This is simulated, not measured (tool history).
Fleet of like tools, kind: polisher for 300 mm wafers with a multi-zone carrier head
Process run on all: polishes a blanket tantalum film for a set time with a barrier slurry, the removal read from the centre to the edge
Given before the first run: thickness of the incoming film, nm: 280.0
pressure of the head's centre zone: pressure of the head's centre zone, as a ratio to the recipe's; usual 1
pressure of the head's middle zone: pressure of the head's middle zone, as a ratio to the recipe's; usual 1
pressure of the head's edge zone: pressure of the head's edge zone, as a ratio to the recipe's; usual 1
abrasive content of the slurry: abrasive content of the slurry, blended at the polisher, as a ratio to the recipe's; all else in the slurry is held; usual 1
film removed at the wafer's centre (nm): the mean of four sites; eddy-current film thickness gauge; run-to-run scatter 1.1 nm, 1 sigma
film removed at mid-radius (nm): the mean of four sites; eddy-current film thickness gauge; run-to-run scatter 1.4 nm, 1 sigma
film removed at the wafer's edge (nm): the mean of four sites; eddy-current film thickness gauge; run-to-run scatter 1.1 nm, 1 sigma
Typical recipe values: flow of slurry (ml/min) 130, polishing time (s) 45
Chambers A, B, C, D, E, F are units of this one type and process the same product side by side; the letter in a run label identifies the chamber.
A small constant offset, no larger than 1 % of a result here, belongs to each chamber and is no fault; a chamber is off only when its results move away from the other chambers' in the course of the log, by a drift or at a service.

run	day	flow of slurry (ml/min)	pressure of the head's centre zone	pressure of the head's middle zone	pressure of the head's edge zone	abrasive content of the slurry	polishing time (s)	wafers polished on this pad	hours since the slurry nozzle was cleaned	hours since the centre zone pressure was calibrated	hours since the edge zone pressure was calibrated	film removed at the wafer's centre (nm)	film removed at mid-radius (nm)	film removed at the wafer's edge (nm)
# day 0.092: chamber B: worn pad replaced by a new one
1C	0.288	130	1	1	1	1	45	1124	147.9	394.3	21.4	99.93	101.46	101.69
# day 0.308: chamber C: worn pad replaced by a new one
# day 0.446: chamber E: worn pad replaced by a new one
# day 0.825: chamber D: worn pad replaced by a new one
2B	0.825	130	1	1	1	1	45	226	135.5	518.9	840.4	101.66	100.03	99.892
3D	1.321	130	1	1	1	1	45	153	138.6	186.1	768.6	100.84	100.26	99.475
4F	1.608	130	1	1	1	1	45	802	86.5	144.5	857.3	97.63	98.789	100.37
5E	1.992	130	1	1	1	1	45	478	257.1	727.6	215.1	98.54	101.29	101.88
6A	2.275	130	1	1	1	1	45	1047	77.4	454.4	553.8	100.61	99.898	100.84
7A	2.654	130	1	1	1	1	45	1164	86.5	463.5	562.9	99.947	97.865	101.11
# day 3.088: chamber F: worn pad replaced by a new one
# day 3.15: chamber A: worn pad replaced by a new one
8E	3.242	130	1	1	1	1	45	863	287.1	757.6	245.1	99.928	102.24	99.243
# day 3.383: chamber C: slurry nozzle cleaned
# day 3.504: chamber E: slurry nozzle cleaned
# day 3.633: chamber B: worn pad replaced by a new one
# day 3.833: chamber C: worn pad replaced by a new one
9D	3.846	130	1	1	1	1	45	932	199.2	246.7	829.2	100.56	98.147	101.09
10B	4.25	130	1	1	1	1	45	190	217.7	601.1	922.6	99.481	100.16	100.97
# day 4.696: chamber D: edge zone pressure recalibrated
11C	4.738	130	1	1	1	1	45	279	32.5	501.1	128.2	101.27	101.7	100.53
# day 5.021: chamber E: worn pad replaced by a new one
12F	5.171	130	1	1	1	1	45	644	172	230	942.8	101.05	98.686	100.86
# day 5.175: chamber D: worn pad replaced by a new one
13F	5.5	130	1	1	1	1	45	745	179.9	237.9	950.7	99.411	98.993	99.348
14B	5.912	130	1	1	1	1	45	703	257.6	641	962.5	102.49	102.21	100.87
15A	6.308	105	1.1	1	1	1	45	975	174.2	551.2	650.6	106.22	94.201	98.075
# day 6.667: chamber A: worn pad replaced by a new one
# day 6.729: chamber F: worn pad replaced by a new one
16C	6.804	105	1.1	1	1	1	45	917	82.1	550.7	177.8	103.85	94.055	96.909
# day 6.958: chamber B: slurry nozzle cleaned
17D	7.204	105	1.1	1	1	1	45	626	279.8	327.3	60.3	104.16	93.916	95.677
18E	7.667	105	1.1	1	1	1	45	816	99.9	863.8	351.3	102.84	97.819	98.009
# day 7.788: chamber C: worn pad replaced by a new one
# day 7.938: chamber B: worn pad replaced by a new one
# day 8.046: chamber A: edge zone pressure recalibrated
19B	8.129	105	1.1	1	1	1	45	59	28.1	694.2	1015.7	105.23	95.527	96.104
20A	8.667	105	1.1	1	1	1	45	617	230.8	607.8	14.9	105.58	93.509	97.16
# day 9.062: chamber E: worn pad replaced by a new one
21E	9.196	130	1	1	1	1	45	42	136.6	900.5	388	100.82	102.45	101.4
# day 9.429: chamber D: centre zone pressure recalibrated
22F	9.562	130	1	1	1	1	45	875	277.4	335.4	1048.2	97.415	100.28	101.29
# day 9.833: chamber D: worn pad replaced by a new one
23C	10.167	130	0.95	1	1.1	1	45	735	162.8	631.4	258.5	94.896	99.647	104.73
# day 10.521: chamber A: worn pad replaced by a new one
24D	10.625	130	0.95	1	1.1	1	45	244	361.9	28.8	142.4	92.695	100.7	105.66
# day 10.896: chamber F: worn pad replaced by a new one
25A	11.017	130	0.95	1	1.1	1	45	153	287.2	664.2	71.3	94.404	98.999	107.57
26E	11.346	130	0.95	1	1.1	1	45	705	188.2	952.1	439.6	93.092	103.21	104.8
# day 11.412: chamber B: worn pad replaced by a new one
# day 11.679: chamber C: worn pad replaced by a new one
27C	11.821	130	0.95	1	1.1	1	45	44	202.5	671.1	298.2	93.881	101.74	105.94
28D	12.146	130	0.95	1	1.1	1	45	713	398.4	65.3	178.9	93.346	99.114	104.32
# day 12.321: chamber B: edge zone pressure recalibrated
29B	12.554	130	1	1	1	1	45	353	134.3	800.4	5.6	101.06	101.03	99.078
# day 12.771: chamber C: slurry nozzle cleaned
# day 13.058: chamber E: worn pad replaced by a new one
30F	13.129	130	1	1	1	1	45	689	363	421	1133.8	97.137	99.162	100.97
# day 13.462: chamber D: worn pad replaced by a new one
# day 13.633: chamber B: centre zone pressure recalibrated
31D	13.658	130	1	1	1	1	45	60	434.7	101.6	215.2	100.44	101.01	99.386
# day 13.95: chamber A: worn pad replaced by a new one
# day 13.992: chamber A: centre zone pressure recalibrated
# day 14.058: chamber D: slurry nozzle cleaned
32A	14.229	130	1	1	1	1	45	86	364.3	5.7	148.4	101.02	101.7	101.85
# day 14.579: chamber F: worn pad replaced by a new one
33B	14.775	130	1	1	1	1.2	45	1038	187.6	27.5	58.9	105.42	106.23	106.45
# day 14.783: chamber B: worn pad replaced by a new one
34E	15.262	130	1	1	1	1.2	45	681	282.2	1046.1	533.6	103.89	106.13	104.25
35F	15.804	130	1	1	1	1.2	45	378	427.2	485.2	1198	103.16	104.65	103.23
# day 15.896: chamber C: worn pad replaced by a new one
# day 16.354: chamber E: slurry nozzle cleaned
36C	16.4	130	1	1	1	1.2	45	156	87.1	781	408.1	104.83	107.9	103.4
37B	16.917	130	1	1	1	1.2	45	659	239	78.9	110.3	105.8	105.93	106.87
# day 17.083: chamber E: worn pad replaced by a new one
38E	17.471	130	1	1	1	1.2	45	119	26.8	1099.1	586.6	101.93	105.36	105.59
# day 17.479: chamber D: worn pad replaced by a new one
39C	17.8	130	1	1	0.95	1	51	588	120.7	814.6	441.7	114.89	113.03	109.91
# day 17.996: chamber A: worn pad replaced by a new one
40D	18.404	130	1	1	0.95	1	51	286	104.3	215.5	329.1	113.92	114.06	112.49
41A	18.933	130	1	1	0.95	1	51	290	477.2	118.6	261.3	112.14	116.26	112.93

All 6 chambers run these settings next. Forecast each chamber's results:
42A	19.375	130	1	1	1.07	1	45					?	?	?
42B	19.375	130	1	1	1.07	1	45					?	?	?
42C	19.375	130	1	1	1.07	1	45					?	?	?
42D	19.375	130	1	1	1.07	1	45					?	?	?
42E	19.375	130	1	1	1.07	1	45					?	?	?
42F	19.375	130	1	1	1.07	1	45					?	?	?

run	film removed at the wafer's centre (nm)	film removed at mid-radius (nm)	film removed at the wafer's edge (nm)
42A	100.95	97.873	104.81
42B	99.561	98.883	103.85
42C	100.02	102.41	105.27
42D	100.9	99.352	103.56
42E	99.809	100.3	106.66
42F	99.198	98.44	102.04

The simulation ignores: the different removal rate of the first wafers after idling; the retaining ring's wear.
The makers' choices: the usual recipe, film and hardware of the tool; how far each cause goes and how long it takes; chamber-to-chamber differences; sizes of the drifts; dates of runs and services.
